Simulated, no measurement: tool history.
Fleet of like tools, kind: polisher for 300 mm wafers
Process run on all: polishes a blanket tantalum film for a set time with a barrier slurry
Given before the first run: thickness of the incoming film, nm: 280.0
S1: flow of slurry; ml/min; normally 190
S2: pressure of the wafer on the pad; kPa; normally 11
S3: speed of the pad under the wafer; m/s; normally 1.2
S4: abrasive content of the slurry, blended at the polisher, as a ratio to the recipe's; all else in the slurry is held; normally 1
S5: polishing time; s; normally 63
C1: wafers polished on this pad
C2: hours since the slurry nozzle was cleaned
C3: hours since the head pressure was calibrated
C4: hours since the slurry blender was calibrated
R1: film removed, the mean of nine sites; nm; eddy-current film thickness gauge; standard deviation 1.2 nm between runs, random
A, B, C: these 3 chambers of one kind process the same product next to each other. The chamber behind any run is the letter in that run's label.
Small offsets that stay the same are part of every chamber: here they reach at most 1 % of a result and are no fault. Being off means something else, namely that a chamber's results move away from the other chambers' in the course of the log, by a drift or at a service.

run	day	S1	S2	S3	S4	S5	C1	C2	C3	C4	R1
1B	0.138	190	11	1.2	1	63	216	87.8	179.1	224.8	84.476
2A	0.346	190	11	1.2	1	63	1205	225.9	774.7	24.1	82.647
3C	0.508	190	11	1.2	1	63	688	86.5	568.3	148.5	86.047
4C	0.688	190	11	1.2	1	63	721	90.8	572.6	152.8	83.625
5B	0.962	190	11	1.2	1	63	370	107.6	198.9	244.6	83.588
6A	1.1	190	11	1.2	1	63	1346	244	792.8	42.2	82.83
7B	1.275	190	11	1.2	1	63	428	115.1	206.4	252.1	83.777
# day 1.317: chamber A: worn pad replaced by a new one
8A	1.529	190	11	1.2	1	63	39	254.3	803.1	52.5	83.097
9C	1.779	190	11	1.2	1	63	925	117	598.8	179	84.075
10B	1.954	190	11	1.2	1	63	555	131.4	222.7	268.4	85.011
11A	2.121	190	11	1.2	1	63	150	268.5	817.3	66.7	83.149
12C	2.333	190	11	1.2	1	63	1029	130.3	612.1	192.3	85.195
13C	2.642	190	11	1.2	1	63	1087	137.7	619.5	199.7	84.709
14B	2.808	190	11	1.2	1	63	715	151.9	243.2	288.9	82.028
15A	3	190	11	1.2	1	63	314	289.6	838.4	87.8	82.578
# day 3.079: chamber A: head pressure recalibrated
16A	3.188	190	11	1.2	1	63	349	294.1	2.7	92.3	73.896
17B	3.425	190	9.7	1.2	1	63	830	166.7	258	303.7	73.292
# day 3.692: chamber C: worn pad replaced by a new one
18C	3.717	190	9.7	1.2	1	63	5	163.5	645.3	225.5	71.797
19A	3.929	190	9.7	1.2	1	63	488	311.9	20.5	110.1	64.005
# day 3.996: chamber B: slurry blender recalibrated
20C	4.088	190	11	1.2	1	63	74	172.4	654.2	234.4	85.319
21B	4.283	190	11	1.2	1	63	991	187.3	278.6	7	82.886
22A	4.533	190	11	1.2	1	44	601	326.4	35	124.6	51.598
23C	4.729	190	11	1.2	1	44	194	187.8	669.6	249.8	59.079
24B	5.021	190	11	1.2	1	44	1129	205	296.3	24.7	58.978
# day 5.175: chamber B: worn pad replaced by a new one
25A	5.179	190	11	1.2	1	63	722	341.9	50.5	140.1	73.328
26C	5.454	190	11	1.2	1	63	330	205.2	687	267.2	83.056
27B	5.621	190	11	1.2	1	63	83	219.4	310.7	39.1	84.096
28C	5.829	190	11	1.2	1	63	400	214.2	696	276.2	83.842
29A	6.067	190	11	1.2	1	63	888	363.2	71.8	161.4	74.536
30B	6.304	190	11	1.2	1	63	211	235.8	327.1	55.5	84.169
31B	6.538	225	11	0.9	1	63	255	241.4	332.7	61.1	63.004

Does one chamber stand apart from the rest, does the shared gauge drift, or is all well apart from small per-chamber offsets? Give the chamber and the most likely cause, where there is one.

A service left chamber A off against the others.
Most likely cause: head's pressure below its setpoint, % = 11.

Chamber A could run next with any of the 4 candidate recipes listed below; each alters the usual settings, and their results appear as question marks. Which one brings its results back in line with what the other chambers deliver on the usual settings?
Maximum distance from the other chambers' mean on the usual settings for a result to count as in line: R1 4.2 nm
32A-1	6.762	195	12.4	1.2	1	63					?
32A-2	6.762	200	11	1.2	1.1	63					?
32A-3	6.762	190	11	1.16	1	63					?
32A-4	6.762	190	10.3	1.2	1	59					?

Average result of the remaining chambers running the usual settings: R1 83.588 nm
run	R1
32A-1	82.831
32A-2	75.978
32A-3	71.077
32A-4	64.587
The right change is 32A-1: it brings the chamber back within the allowed miss of the others.
